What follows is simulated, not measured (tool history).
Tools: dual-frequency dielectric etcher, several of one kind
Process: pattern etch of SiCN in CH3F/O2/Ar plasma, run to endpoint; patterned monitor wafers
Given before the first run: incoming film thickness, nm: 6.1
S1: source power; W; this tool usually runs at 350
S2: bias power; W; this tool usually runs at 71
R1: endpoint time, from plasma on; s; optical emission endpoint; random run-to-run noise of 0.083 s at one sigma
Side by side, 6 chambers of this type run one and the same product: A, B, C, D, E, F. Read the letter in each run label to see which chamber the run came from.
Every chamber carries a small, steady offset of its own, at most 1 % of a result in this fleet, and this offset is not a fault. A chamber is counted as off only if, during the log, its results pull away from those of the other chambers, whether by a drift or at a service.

| run | hour | S1 | S2 | R1 |
|---|---|---|---|---|
|  | 2.2 | chamber B: wet clean of the chamber |
| 1E | 9.4 | 350 | 71 | 17.223 |
| 2A | 17.5 | 350 | 71 | 17.31 |
|  | 24.4 | chamber D: wet clean of the chamber |
| 3D | 25.8 | 350 | 71 | 17.1 |
| 4F | 30.5 | 350 | 71 | 17.067 |
| 5B | 40.4 | 350 | 71 | 17.217 |
| 6C | 48.5 | 350 | 71 | 17.276 |
| 7A | 57.3 | 350 | 71 | 17.368 |
| 8E | 63.3 | 350 | 71 | 17.313 |
| 9C | 68.2 | 290 | 83 | 17.563 |
| 10F | 73.6 | 290 | 83 | 17.379 |
| 11D | 82.4 | 290 | 83 | 17.316 |
| 12B | 91.6 | 290 | 83 | 17.365 |
| 13D | 100.1 | 290 | 83 | 17.314 |
| 14E | 106.7 | 290 | 83 | 17.46 |
| 15F | 111.5 | 350 | 71 | 17.073 |
|  | 114.7 | chamber A: wet clean of the chamber |
| 16C | 121.6 | 310 | 71 | 18.079 |
| 17B | 128.8 | 310 | 71 | 18.005 |
| 18A | 136.9 | 310 | 71 | 18.149 |
| 19D | 147.2 | 310 | 71 | 18.069 |
|  | 150.8 | chamber C: source power generator calibrated |
| 20E | 151.9 | 310 | 71 | 18.072 |
| 21C | 158.1 | 310 | 71 | 17.954 |
| 22A | 166.1 | 420 | 54 | 17.838 |
| 23F | 174.2 | 420 | 54 | 17.306 |
| 24B | 183.5 | 420 | 54 | 17.497 |
| 25C | 188.2 | 420 | 54 | 17.542 |
| 26E | 196.6 | 420 | 54 | 17.64 |
|  | 199 | chamber F: wet clean of the chamber |
| 27D | 207.2 | 420 | 54 | 17.445 |
| 28B | 212.4 | 280 | 71 | 18.577 |
| 29A | 220.9 | 280 | 71 | 18.819 |
| 30F | 229 | 280 | 71 | 18.668 |
| 31D | 238.9 | 280 | 71 | 18.707 |
| 32C | 243.5 | 280 | 71 | 18.815 |
| 33B | 252.3 | 280 | 71 | 18.846 |
| 34F | 260.4 | 350 | 71 | 17.079 |
| 35E | 270 | 350 | 71 | 17.332 |
| 36A | 279.1 | 350 | 71 | 17.268 |
| 37F | 284.4 | 350 | 71 | 17.044 |
| 38D | 293.4 | 350 | 71 | 17.265 |
| 39C | 299.8 | 350 | 71 | 17.158 |
| 40E | 305.7 | 350 | 71 | 17.39 |
| 41B | 312.7 | 350 | 71 | 17.054 |
| 42A | 320.1 | 350 | 71 | 17.177 |

Has any chamber moved away from the others, gradually or after a service, or does the common gauge drift, or do the chambers differ only by their own small steady offsets? State the chamber and the most likely cause if one applies.

All chambers stay in line apart from their small fixed offsets, and the gauge does not drift.
